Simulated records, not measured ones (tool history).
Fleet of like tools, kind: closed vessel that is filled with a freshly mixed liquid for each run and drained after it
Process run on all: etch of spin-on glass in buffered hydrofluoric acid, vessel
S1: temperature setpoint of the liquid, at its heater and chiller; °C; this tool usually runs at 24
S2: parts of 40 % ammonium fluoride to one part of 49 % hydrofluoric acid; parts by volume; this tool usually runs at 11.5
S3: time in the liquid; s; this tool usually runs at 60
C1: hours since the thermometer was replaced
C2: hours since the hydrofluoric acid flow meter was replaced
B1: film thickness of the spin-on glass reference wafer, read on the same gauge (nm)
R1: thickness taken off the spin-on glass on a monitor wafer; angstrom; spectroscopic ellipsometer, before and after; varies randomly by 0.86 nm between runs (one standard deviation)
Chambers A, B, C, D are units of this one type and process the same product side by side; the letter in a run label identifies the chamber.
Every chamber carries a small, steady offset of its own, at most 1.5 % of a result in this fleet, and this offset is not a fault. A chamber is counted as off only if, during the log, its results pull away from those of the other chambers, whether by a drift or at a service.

run   hour    S1    S2  S3      C1      C2      B1      R1
 1B    4.8    24  11.5  60   845.3    1475     150  1524.2
 2A   11.1    24  11.5  60  2532.3    24.5  149.99    1502
 3C   18.3    24  11.5  60   987.7  1232.2  150.01  1530.1
 4D   26.5    24  11.5  60   980.3      92  150.04    1500
 5A   33.1    24  11.5  60  2554.3    46.5  149.97  1530.5
 6D   38.1    24  11.5  60   991.9   103.6  149.98  1506.4
 7C   44.5    24  11.5  60  1013.9  1258.4  150.02    1514
 8B   49.1    24  11.5  60   889.6  1519.3     150  1509.8
 9D   53.8    24  11.5  60  1007.6   119.3  149.98  1514.5
10C   58.1    24  11.5  60  1027.5    1272  149.98  1524.2
11B   66.2    24  11.5  60   906.7  1536.4     150  1533.8
12A   70.5    24  11.5  60  2591.7    83.9  149.98  1522.4
13B   77.4    24  11.5  60   917.9  1547.6  149.99  1512.3
14A   83.3    24  11.5  60  2604.5    96.7  149.99    1513
15C     91    28  11.5  60  1060.4  1304.9     150  1884.4
16D   97.5    28  11.5  60  1051.3     163  150.03  1865.6
17C  106.9    28  11.5  60  1076.3  1320.8  150.04  1882.2
     111.7  -- chamber A: thermometer replaced
18B  115.3    28  11.5  60   955.8  1585.5  150.02  1887.4
19A  121.6    24   7.5  75     9.9     135  150.03  2813.5
20D  131.2    24   7.5  75    1085   196.7  150.04  2798.8
21D  137.9    24   7.5  75  1091.7   203.4  149.99  2815.7
22C  143.6    24   7.5  75    1113  1357.5     150  2813.7
23A  151.8    24  11.5  60    40.1   165.2     150  1517.1
24B  157.7    24  11.5  60   998.2  1627.9  150.01  1508.7
25D    167    24  11.5  60  1120.8   232.5  150.04  1506.1
26A  171.6    24  11.5  60    59.9     185     150  1515.9
27B  178.9  21.5   9.5  60  1019.4  1649.1  149.96  1556.6
28C  184.9  21.5   9.5  60  1154.3  1398.8  150.02  1571.1
       191  -- chamber C: thermometer replaced
29A  192.7  21.5   9.5  60      81   206.1  149.98  1564.8
30D  199.6  21.5   9.5  60  1153.4   265.1  150.01  1553.4
31B  208.3    24  11.5  60  1048.8  1678.5  149.99  1523.5
32C  213.3    24  11.5  60    22.4  1427.2  149.98  1528.8
33A  221.1    24  11.5  60   109.4   234.5  149.99  1512.4
34C  229.1    24  11.5  60    38.2    1443  150.01    1523
35D  236.9    24  14.5  35  1190.7   302.4  150.02  693.92
36B  243.8    24  14.5  35  1084.3    1714     150  710.97
37B  248.4    24  14.5  35  1088.9  1718.6  149.98  707.32
38A  258.3    24  14.5  35   146.6   271.7  149.99  708.52
39C  263.9    24  11.5  60      73  1477.8  150.01  1527.2
40D    270    24  11.5  60  1223.8   335.5  150.01    1504
41D  278.3    24  11.5  60  1232.1   343.8  149.97  1505.5

Next, every chamber runs the same settings. What will each give?
42A  285.4  24  11.5  60               ?
42B  285.4  24  11.5  60               ?
42C  285.4  24  11.5  60               ?
42D  285.4  24  11.5  60               ?

run      R1
42A  1515.7
42B  1524.9
42C  1516.4
42D  1509.4
